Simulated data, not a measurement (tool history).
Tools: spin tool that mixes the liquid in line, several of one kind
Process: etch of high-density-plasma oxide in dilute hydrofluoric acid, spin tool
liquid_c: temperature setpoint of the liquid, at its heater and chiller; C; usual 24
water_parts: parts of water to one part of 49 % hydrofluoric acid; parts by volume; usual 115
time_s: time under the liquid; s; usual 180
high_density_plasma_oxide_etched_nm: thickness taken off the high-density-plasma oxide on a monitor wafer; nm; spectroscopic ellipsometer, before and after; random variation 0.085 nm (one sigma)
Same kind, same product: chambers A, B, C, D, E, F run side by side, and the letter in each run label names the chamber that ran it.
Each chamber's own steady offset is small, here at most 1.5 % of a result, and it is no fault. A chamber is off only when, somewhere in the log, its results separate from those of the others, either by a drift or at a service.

run	hour	liquid_c	water_parts	time_s	read-back film thickness of the high-density-plasma oxide reference wafer, read on the same gauge (nm)	high_density_plasma_oxide_etched_nm
1B	10.2	24	115	180	90.008	12.719
2C	15.7	24	115	180	89.981	12.652
3E	21.0	24	115	180	90.003	12.544
4F	28.6	24	115	180	89.970	12.449
5D	38.7	24	115	180	90.031	12.533
6A	46.0	24	115	180	89.986	12.493
7D	54.7	24	115	180	90.004	12.563
8E	63.4	24	115	180	90.001	12.480
9B	71.6	24	115	180	90.009	12.382
10F	78.9	24	115	180	90.002	12.422
11C	90.0	20	115	180	89.994	10.864
12A	95.9	20	115	180	90.011	10.638
# hour 96.7: chamber C: hydrofluoric acid flow meter replaced
13E	101.6	20	115	180	90.001	10.693
14A	108.2	20	115	180	90.006	10.552
15C	116.9	20	115	180	89.993	10.867
# hour 123.2: chamber E: hydrofluoric acid flow meter replaced
16B	126.8	20	115	180	90.008	10.811
17F	136.8	24	115	180	89.990	12.462
18D	145.6	24	115	180	89.982	12.566
19E	151.9	24	115	180	89.999	12.560
20A	161.8	24	115	180	90.000	12.595
21F	171.5	24	115	180	89.991	12.311
# hour 181.7: chamber A: thermometer replaced
22B	182.1	24	115	180	89.994	12.448
23C	189.4	24	115	180	90.000	12.784
24D	198.3	24	115	180	90.018	12.474
25D	206.1	24	115	180	89.982	12.406
26E	215.1	24	85	130	89.992	12.784
27B	223.5	24	85	130	90.003	12.162
28F	230.9	24	85	130	90.003	12.692
29C	241.6	24	85	130	89.999	12.840
30A	247.3	24	85	130	90.002	12.868
31B	252.9	24	85	130	89.991	11.978
32E	259.9	24	115	180	90.010	12.536
33C	268.8	24	115	180	90.013	12.689
34D	274.8	24	115	180	90.003	12.588
35A	284.8	24	115	180	90.015	12.656
36F	296.1	24	115	180	90.003	12.465
37A	303.9	24	115	180	90.024	12.530
38B	309.2	24	115	180	89.993	11.640

What goes on in this fleet: one chamber off, a drifting gauge, or nothing beyond the chambers' own small offsets? Name the chamber and the cause, if any.

Chamber B drifts away from the others.
What lies behind it: hydrofluoric acid flow below the setpoint (%) = 7.34.
With only this log, it may be confused with: liquid colder than its thermometer reads (K).

Here are 4 candidates for chamber B's next run, each the usual settings with a change, their results left as question marks. Which one brings its results back in line with what the others give on the usual settings?
A result is in line if it is within this distance of the other chambers' mean on the usual settings: high_density_plasma_oxide_etched_nm 0.300 nm
39B-1	317.2	26	115	180		?
39B-2	317.2	23	115	180		?
39B-3	317.2	22	115	180		?
39B-4	317.2	25	115	180		?

The mean the other chambers reach with the usual settings: high_density_plasma_oxide_etched_nm 12.545 nm
run	high_density_plasma_oxide_etched_nm
39B-1	12.508
39B-2	11.114
39B-3	10.679
39B-4	12.033
It is 39B-1 that realigns the chamber with its peers.
